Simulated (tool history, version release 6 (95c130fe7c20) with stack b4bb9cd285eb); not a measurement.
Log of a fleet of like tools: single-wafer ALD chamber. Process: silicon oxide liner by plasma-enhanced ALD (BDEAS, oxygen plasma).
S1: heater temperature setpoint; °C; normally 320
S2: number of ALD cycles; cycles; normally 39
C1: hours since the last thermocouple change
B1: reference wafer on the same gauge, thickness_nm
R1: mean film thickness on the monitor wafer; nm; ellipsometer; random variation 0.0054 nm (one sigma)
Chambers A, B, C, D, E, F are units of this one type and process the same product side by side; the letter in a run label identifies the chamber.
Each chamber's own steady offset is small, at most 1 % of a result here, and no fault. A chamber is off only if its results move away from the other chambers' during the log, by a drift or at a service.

run	hour	S1	S2	C1	B1	R1
1C	15.3	320	39	746.4	3.1213	3.5135
2F	29.1	320	39	2050.9	3.122	3.5456
3B	36.7	320	39	578.9	3.1214	3.5306
4E	50	320	39	1812	3.1217	3.5683
5D	61.1	320	39	709.3	3.1226	3.5314
6A	75	320	39	742.1	3.1236	3.5298
7A	89	320	39	756.1	3.1243	3.537
8B	96.7	312	39	638.9	3.1243	3.5726
9F	109.7	312	39	2131.5	3.1242	3.5867
10D	124.9	312	39	773.1	3.1264	3.5736
11E	137.6	312	39	1899.6	3.1263	3.6064
12C	151.6	312	39	882.7	3.1263	3.5615
13D	165.1	312	39	813.3	3.1264	3.5878
14F	176.2	320	39	2198	3.1265	3.542
15A	186.1	315	39	853.2	3.1285	3.5616
16E	198.3	315	39	1960.3	3.1282	3.5953
# hour 201.5: chamber E: thermocouple changed; heater temperature recalibrated
17C	210	315	39	941.1	3.1301	3.546
18B	219.7	315	39	761.9	3.1298	3.57
19A	234.5	315	39	901.6	3.1297	3.5699
20B	245.2	315	39	787.4	3.1313	3.5745
21D	256.5	320	39	904.7	3.1321	3.5405
22E	264	320	39	62.5	3.1315	3.5715
23C	276.5	309	43	1007.6	3.1315	3.958
24F	288.7	309	43	2310.5	3.1326	3.9912
25A	297.4	309	43	964.5	3.1338	3.9738
26D	311.1	309	43	959.3	3.1336	3.9756
27B	318.9	309	43	861.1	3.1334	3.9644
28C	332	309	43	1063.1	3.134	3.955
29F	344.7	320	39	2366.5	3.1343	3.5615
30E	356	320	39	154.5	3.1363	3.5771
31C	365	320	39	1096.1	3.1357	3.5368
32A	372.2	320	39	1039.3	3.1359	3.5477
33B	387.8	320	36	930	3.1371	3.2807
34E	398.2	320	36	196.7	3.1369	3.3079
35D	413.2	320	36	1061.4	3.1377	3.2721
36F	428.9	320	36	2450.7	3.1383	3.2864
37C	437.8	320	36	1168.9	3.1392	3.2602

What goes on in this fleet: one chamber off, a drifting gauge, or nothing beyond the chambers' own small offsets? Name the chamber and the cause, if any.

Every chamber seems to shift together because the gauge that measures them all drifts; the chambers themselves are fine.
Likeliest cause: gauge reads high (%) = 0.632.
